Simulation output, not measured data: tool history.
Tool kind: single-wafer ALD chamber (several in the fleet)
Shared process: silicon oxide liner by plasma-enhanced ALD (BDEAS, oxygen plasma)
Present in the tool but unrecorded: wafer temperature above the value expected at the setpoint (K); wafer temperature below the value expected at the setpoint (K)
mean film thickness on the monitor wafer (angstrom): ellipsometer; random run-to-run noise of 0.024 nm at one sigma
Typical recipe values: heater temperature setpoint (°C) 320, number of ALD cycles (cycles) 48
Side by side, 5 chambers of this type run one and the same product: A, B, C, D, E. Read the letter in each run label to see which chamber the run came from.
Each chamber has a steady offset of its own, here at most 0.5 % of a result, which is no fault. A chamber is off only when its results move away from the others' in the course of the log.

| run | hour | heater temperature setpoint (°C) | number of ALD cycles (cycles) | hours since the last thermocouple change | read-back reference wafer on the same gauge, thickness_nm | mean film thickness on the monitor wafer (angstrom) |
|---|---|---|---|---|---|---|
| 1E | 4.9 | 320 | 48 | 591 | 4.6474 | 43.733 |
| 2A | 7.8 | 320 | 48 | 1224 | 4.6517 | 43.121 |
| 3B | 12.3 | 320 | 48 | 1653.7 | 4.6475 | 43.22 |
| 4C | 15.4 | 320 | 48 | 362.5 | 4.6573 | 43.346 |
| 5D | 20 | 320 | 48 | 254.7 | 4.6483 | 43.154 |
| 6C | 25.5 | 325 | 43 | 372.6 | 4.6513 | 38.518 |
| 7B | 30.4 | 325 | 43 | 1671.8 | 4.6504 | 38.475 |
| 8E | 36.2 | 325 | 43 | 622.3 | 4.6541 | 38.713 |
| 9D | 40 | 325 | 43 | 274.7 | 4.651 | 38.361 |
| 10A | 43.2 | 325 | 43 | 1259.4 | 4.6489 | 38.791 |
| 11D | 49.1 | 320 | 48 | 283.8 | 4.6547 | 43.439 |
| 12C | 54.3 | 320 | 48 | 401.4 | 4.6529 | 42.92 |
| 13E | 57.3 | 320 | 48 | 643.4 | 4.6473 | 43.274 |
| 14A | 60.8 | 320 | 48 | 1277 | 4.6463 | 42.907 |
| 15B | 66.6 | 320 | 48 | 1708 | 4.6557 | 43.369 |
| 16C | 70.8 | 320 | 48 | 417.9 | 4.6503 | 43.25 |
| 17A | 75.3 | 320 | 48 | 1291.5 | 4.6492 | 43.633 |
| 18D | 81.1 | 320 | 48 | 315.8 | 4.649 | 43.423 |
| 19B | 84.4 | 326 | 39 | 1725.8 | 4.6528 | 34.765 |
| 20E | 87.3 | 326 | 39 | 673.4 | 4.647 | 34.711 |
| 21C | 91.1 | 326 | 39 | 438.2 | 4.6563 | 35.009 |
| 22E | 93.9 | 326 | 39 | 680 | 4.6449 | 34.846 |
| 23A | 99.9 | 326 | 39 | 1316.1 | 4.6542 | 35.008 |
| 24D | 105.1 | 320 | 48 | 339.8 | 4.6531 | 43.418 |
| 25B | 110.8 | 320 | 48 | 1752.2 | 4.6479 | 43.05 |
| 26E | 116.9 | 320 | 48 | 703 | 4.6541 | 43.006 |
| 27D | 120.8 | 320 | 48 | 355.5 | 4.6488 | 43.584 |
| 28C | 124.5 | 320 | 48 | 471.6 | 4.6527 | 43.075 |
| 29B | 130 | 320 | 48 | 1771.4 | 4.6512 | 43.334 |
| 30A | 136.4 | 320 | 48 | 1352.6 | 4.6452 | 43.303 |
| 31E | 140.6 | 320 | 48 | 726.7 | 4.6507 | 43.287 |
| 32D | 144.9 | 320 | 48 | 379.6 | 4.6469 | 43.116 |
| 33A | 149.5 | 320 | 48 | 1365.7 | 4.6461 | 43.109 |

All 5 chambers run these settings next. Forecast each chamber's results:
| 34A | 154.2 | 320 | 48 |  |  | ? |
| 34B | 154.2 | 320 | 48 |  |  | ? |
| 34C | 154.2 | 320 | 48 |  |  | ? |
| 34D | 154.2 | 320 | 48 |  |  | ? |
| 34E | 154.2 | 320 | 48 |  |  | ? |

| run | mean film thickness on the monitor wafer (angstrom) |
|---|---|
| 34A | 42.98 |
| 34B | 43.325 |
| 34C | 43.699 |
| 34D | 43.457 |
| 34E | 42.885 |
